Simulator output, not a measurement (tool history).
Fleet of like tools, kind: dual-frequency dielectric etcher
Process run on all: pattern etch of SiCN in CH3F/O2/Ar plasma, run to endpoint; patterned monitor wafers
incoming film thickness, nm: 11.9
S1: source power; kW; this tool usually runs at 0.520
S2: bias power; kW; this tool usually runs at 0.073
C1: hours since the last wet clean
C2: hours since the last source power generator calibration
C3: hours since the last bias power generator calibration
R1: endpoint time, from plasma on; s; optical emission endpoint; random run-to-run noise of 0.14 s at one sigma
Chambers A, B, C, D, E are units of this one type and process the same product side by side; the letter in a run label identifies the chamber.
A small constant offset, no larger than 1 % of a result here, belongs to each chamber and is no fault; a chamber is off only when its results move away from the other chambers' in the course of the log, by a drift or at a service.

{"run": "1A", "hour": 14.0, "S1": 0.52, "S2": 0.073, "C1": 90.8, "C2": 726.8, "C3": 165.0, "R1": 28.533}
{"hour": 14.7, "done": "chamber B: wet clean of the chamber"}
{"run": "2B", "hour": 27.8, "S1": 0.52, "S2": 0.073, "C1": 13.1, "C2": 635.3, "C3": 1476.8, "R1": 28.703}
{"run": "3D", "hour": 42.2, "S1": 0.52, "S2": 0.073, "C1": 179.8, "C2": 695.8, "C3": 1139.3, "R1": 28.965}
{"run": "4C", "hour": 55.2, "S1": 0.52, "S2": 0.073, "C1": 255.7, "C2": 1528.5, "C3": 1297.7, "R1": 28.625}
{"run": "5E", "hour": 69.2, "S1": 0.52, "S2": 0.073, "C1": 245.3, "C2": 477.4, "C3": 2239.0, "R1": 28.323}
{"run": "6D", "hour": 77.9, "S1": 0.52, "S2": 0.073, "C1": 215.5, "C2": 731.5, "C3": 1175.0, "R1": 28.449}
{"run": "7E", "hour": 91.3, "S1": 0.52, "S2": 0.073, "C1": 267.4, "C2": 499.5, "C3": 2261.1, "R1": 28.499}
{"run": "8C", "hour": 102.3, "S1": 0.52, "S2": 0.073, "C1": 302.8, "C2": 1575.6, "C3": 1344.8, "R1": 28.592}
{"run": "9B", "hour": 116.1, "S1": 0.52, "S2": 0.073, "C1": 101.4, "C2": 723.6, "C3": 1565.1, "R1": 29.111}
{"run": "10A", "hour": 123.0, "S1": 0.52, "S2": 0.073, "C1": 199.8, "C2": 835.8, "C3": 274.0, "R1": 28.592}
{"run": "11A", "hour": 137.0, "S1": 0.63, "S2": 0.073, "C1": 213.8, "C2": 849.8, "C3": 288.0, "R1": 26.527}
{"run": "12E", "hour": 144.3, "S1": 0.63, "S2": 0.073, "C1": 320.4, "C2": 552.5, "C3": 2314.1, "R1": 26.381}
{"hour": 150.6, "done": "chamber E: bias power generator calibrated"}
{"run": "13C", "hour": 155.4, "S1": 0.63, "S2": 0.073, "C1": 355.9, "C2": 1628.7, "C3": 1397.9, "R1": 26.608}
{"run": "14B", "hour": 165.1, "S1": 0.63, "S2": 0.073, "C1": 150.4, "C2": 772.6, "C3": 1614.1, "R1": 26.849}
{"run": "15D", "hour": 173.6, "S1": 0.63, "S2": 0.073, "C1": 311.2, "C2": 827.2, "C3": 1270.7, "R1": 26.539}
{"run": "16B", "hour": 180.9, "S1": 0.59, "S2": 0.085, "C1": 166.2, "C2": 788.4, "C3": 1629.9, "R1": 25.817}
{"run": "17A", "hour": 193.2, "S1": 0.59, "S2": 0.085, "C1": 270.0, "C2": 906.0, "C3": 344.2, "R1": 25.776}
{"run": "18D", "hour": 200.0, "S1": 0.59, "S2": 0.085, "C1": 337.6, "C2": 853.6, "C3": 1297.1, "R1": 26.021}
{"run": "19E", "hour": 208.6, "S1": 0.59, "S2": 0.085, "C1": 384.7, "C2": 616.8, "C3": 58.0, "R1": 25.631}
{"run": "20C", "hour": 217.9, "S1": 0.59, "S2": 0.085, "C1": 418.4, "C2": 1691.2, "C3": 1460.4, "R1": 25.709}
{"run": "21E", "hour": 228.6, "S1": 0.64, "S2": 0.084, "C1": 404.7, "C2": 636.8, "C3": 78.0, "R1": 25.116}
{"run": "22B", "hour": 243.1, "S1": 0.64, "S2": 0.084, "C1": 228.4, "C2": 850.6, "C3": 1692.1, "R1": 25.3}
{"hour": 243.6, "done": "chamber C: wet clean of the chamber"}
{"run": "23D", "hour": 257.2, "S1": 0.64, "S2": 0.084, "C1": 394.8, "C2": 910.8, "C3": 1354.3, "R1": 25.318}
{"run": "24C", "hour": 271.8, "S1": 0.64, "S2": 0.084, "C1": 28.2, "C2": 1745.1, "C3": 1514.3, "R1": 25.098}
{"run": "25A", "hour": 280.8, "S1": 0.64, "S2": 0.084, "C1": 357.6, "C2": 993.6, "C3": 431.8, "R1": 25.234}
{"run": "26E", "hour": 292.0, "S1": 0.52, "S2": 0.073, "C1": 468.1, "C2": 700.2, "C3": 141.4, "R1": 28.352}
{"run": "27A", "hour": 301.3, "S1": 0.52, "S2": 0.073, "C1": 378.1, "C2": 1014.1, "C3": 452.3, "R1": 28.692}
{"run": "28D", "hour": 310.3, "S1": 0.52, "S2": 0.073, "C1": 447.9, "C2": 963.9, "C3": 1407.4, "R1": 28.915}
{"run": "29B", "hour": 321.0, "S1": 0.52, "S2": 0.073, "C1": 306.3, "C2": 928.5, "C3": 1770.0, "R1": 28.939}
{"run": "30C", "hour": 327.8, "S1": 0.61, "S2": 0.09, "C1": 84.2, "C2": 1801.1, "C3": 1570.3, "R1": 24.931}
{"run": "31A", "hour": 342.5, "S1": 0.61, "S2": 0.09, "C1": 419.3, "C2": 1055.3, "C3": 493.5, "R1": 24.959}
{"run": "32B", "hour": 357.2, "S1": 0.61, "S2": 0.09, "C1": 342.5, "C2": 964.7, "C3": 1806.2, "R1": 25.042}

Predict what each chamber gives when all 5 of them run the settings below next.
{"run": "33A", "hour": 367.9, "S1": 0.52, "S2": 0.073, "R1": "?"}
{"run": "33B", "hour": 367.9, "S1": 0.52, "S2": 0.073, "R1": "?"}
{"run": "33C", "hour": 367.9, "S1": 0.52, "S2": 0.073, "R1": "?"}
{"run": "33D", "hour": 367.9, "S1": 0.52, "S2": 0.073, "R1": "?"}
{"run": "33E", "hour": 367.9, "S1": 0.52, "S2": 0.073, "R1": "?"}

run=33A R1=28.440
run=33B R1=28.986
run=33C R1=28.534
run=33D R1=28.405
run=33E R1=28.205

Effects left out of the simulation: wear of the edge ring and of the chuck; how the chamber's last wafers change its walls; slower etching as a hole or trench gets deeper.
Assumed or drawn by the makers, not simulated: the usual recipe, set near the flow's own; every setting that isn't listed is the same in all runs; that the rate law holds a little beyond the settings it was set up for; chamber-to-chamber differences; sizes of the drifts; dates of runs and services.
